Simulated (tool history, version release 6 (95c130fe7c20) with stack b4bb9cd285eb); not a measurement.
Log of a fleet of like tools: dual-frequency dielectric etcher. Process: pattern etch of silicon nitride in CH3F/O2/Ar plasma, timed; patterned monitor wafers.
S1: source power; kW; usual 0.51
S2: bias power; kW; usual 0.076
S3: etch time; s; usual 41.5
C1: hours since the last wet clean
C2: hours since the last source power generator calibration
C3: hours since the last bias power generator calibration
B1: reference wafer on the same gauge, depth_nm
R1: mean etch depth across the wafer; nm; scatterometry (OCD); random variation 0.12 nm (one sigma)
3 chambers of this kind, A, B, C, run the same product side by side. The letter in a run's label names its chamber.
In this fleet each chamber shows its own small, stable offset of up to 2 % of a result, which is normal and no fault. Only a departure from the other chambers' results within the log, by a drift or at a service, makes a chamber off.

run 1C hour=7.6 | S1=0.51 S2=0.076 S3=41.5 | C1=479.2 C2=1409.2 C3=2516.6 | B1=38.476 | R1=32.591
run 2A hour=16.1 | S1=0.51 S2=0.076 S3=41.5 | C1=330.4 C2=3186.4 C3=1172.9 | B1=38.521 | R1=32.22
run 3B hour=21 | S1=0.51 S2=0.076 S3=41.5 | C1=89 C2=1879.3 C3=1172.7 | B1=38.522 | R1=31.929
run 4C hour=28.4 | S1=0.51 S2=0.076 S3=41.5 | C1=500 C2=1430 C3=2537.4 | B1=38.48 | R1=32.443
run 5B hour=36.3 | S1=0.51 S2=0.092 S3=37 | C1=104.3 C2=1894.6 C3=1188 | B1=38.475 | R1=30.638
run 6A hour=43.5 | S1=0.51 S2=0.092 S3=37 | C1=357.8 C2=3213.8 C3=1200.3 | B1=38.521 | R1=30.803
-- hour=44.5 chamber C: wet clean of the chamber
run 7C hour=50.5 | S1=0.51 S2=0.092 S3=37 | C1=6 C2=1452.1 C3=2559.5 | B1=38.519 | R1=30.95
run 8A hour=55.8 | S1=0.51 S2=0.087 S3=41.5 | C1=370.1 C2=3226.1 C3=1212.6 | B1=38.5 | R1=33.888
run 9B hour=64 | S1=0.51 S2=0.087 S3=41.5 | C1=132 C2=1922.3 C3=1215.7 | B1=38.543 | R1=33.474
run 10C hour=67.8 | S1=0.51 S2=0.087 S3=41.5 | C1=23.3 C2=1469.4 C3=2576.8 | B1=38.501 | R1=34.173
run 11B hour=74.6 | S1=0.51 S2=0.076 S3=41.5 | C1=142.6 C2=1932.9 C3=1226.3 | B1=38.498 | R1=31.925
run 12A hour=80.3 | S1=0.51 S2=0.076 S3=41.5 | C1=394.6 C2=3250.6 C3=1237.1 | B1=38.467 | R1=32.303
run 13B hour=87.7 | S1=0.51 S2=0.076 S3=41.5 | C1=155.7 C2=1946 C3=1239.4 | B1=38.518 | R1=31.833
run 14C hour=92 | S1=0.51 S2=0.076 S3=41.5 | C1=47.5 C2=1493.6 C3=2601 | B1=38.497 | R1=32.49
run 15A hour=97.7 | S1=0.51 S2=0.076 S3=41.5 | C1=412 C2=3268 C3=1254.5 | B1=38.514 | R1=32.474
run 16B hour=103.1 | S1=0.51 S2=0.076 S3=41.5 | C1=171.1 C2=1961.4 C3=1254.8 | B1=38.494 | R1=31.995
run 17A hour=109.2 | S1=0.51 S2=0.076 S3=41.5 | C1=423.5 C2=3279.5 C3=1266 | B1=38.536 | R1=32.275
run 18C hour=116 | S1=0.51 S2=0.076 S3=41.5 | C1=71.5 C2=1517.6 C3=2625 | B1=38.497 | R1=32.663
-- hour=118.5 chamber A: wet clean of the chamber
run 19A hour=121.5 | S1=0.51 S2=0.076 S3=41.5 | C1=3 C2=3291.8 C3=1278.3 | B1=38.525 | R1=31.325
run 20C hour=126.1 | S1=0.51 S2=0.076 S3=41.5 | C1=81.6 C2=1527.7 C3=2635.1 | B1=38.534 | R1=32.445
run 21B hour=130.9 | S1=0.51 S2=0.091 S3=38 | C1=198.9 C2=1989.2 C3=1282.6 | B1=38.491 | R1=30.879
run 22A hour=136.5 | S1=0.51 S2=0.091 S3=38 | C1=18 C2=3306.8 C3=1293.3 | B1=38.489 | R1=30.595
run 23C hour=142.1 | S1=0.51 S2=0.091 S3=38 | C1=97.6 C2=1543.7 C3=2651.1 | B1=38.479 | R1=31.766
run 24B hour=145.8 | S1=0.51 S2=0.076 S3=36.5 | C1=213.8 C2=2004.1 C3=1297.5 | B1=38.52 | R1=27.964
run 25B hour=150.9 | S1=0.51 S2=0.076 S3=36.5 | C1=218.9 C2=2009.2 C3=1302.6 | B1=38.468 | R1=27.95
run 26C hour=154.8 | S1=0.51 S2=0.076 S3=36.5 | C1=110.3 C2=1556.4 C3=2663.8 | B1=38.538 | R1=28.437
run 27A hour=158.8 | S1=0.51 S2=0.076 S3=41.5 | C1=40.3 C2=3329.1 C3=1315.6 | B1=38.487 | R1=31.447
run 28B hour=166.4 | S1=0.51 S2=0.076 S3=41.5 | C1=234.4 C2=2024.7 C3=1318.1 | B1=38.477 | R1=31.914
run 29A hour=173 | S1=0.51 S2=0.076 S3=41.5 | C1=54.5 C2=3343.3 C3=1329.8 | B1=38.525 | R1=31.49
-- hour=177.7 chamber C: bias power generator calibrated
run 30C hour=178.5 | S1=0.51 S2=0.076 S3=41.5 | C1=134 C2=1580.1 C3=0.8 | B1=38.476 | R1=32.612
run 31B hour=183.2 | S1=0.51 S2=0.076 S3=41.5 | C1=251.2 C2=2041.5 C3=1334.9 | B1=38.472 | R1=31.707

Each of the 3 chambers runs these same settings next. Fill in every chamber's results:
run 32A hour=189.4 | S1=0.57 S2=0.076 S3=41.5 | R1=?
run 32B hour=189.4 | S1=0.57 S2=0.076 S3=41.5 | R1=?
run 32C hour=189.4 | S1=0.57 S2=0.076 S3=41.5 | R1=?

run=32A R1=32.505
run=32B R1=33.281
run=32C R1=33.931
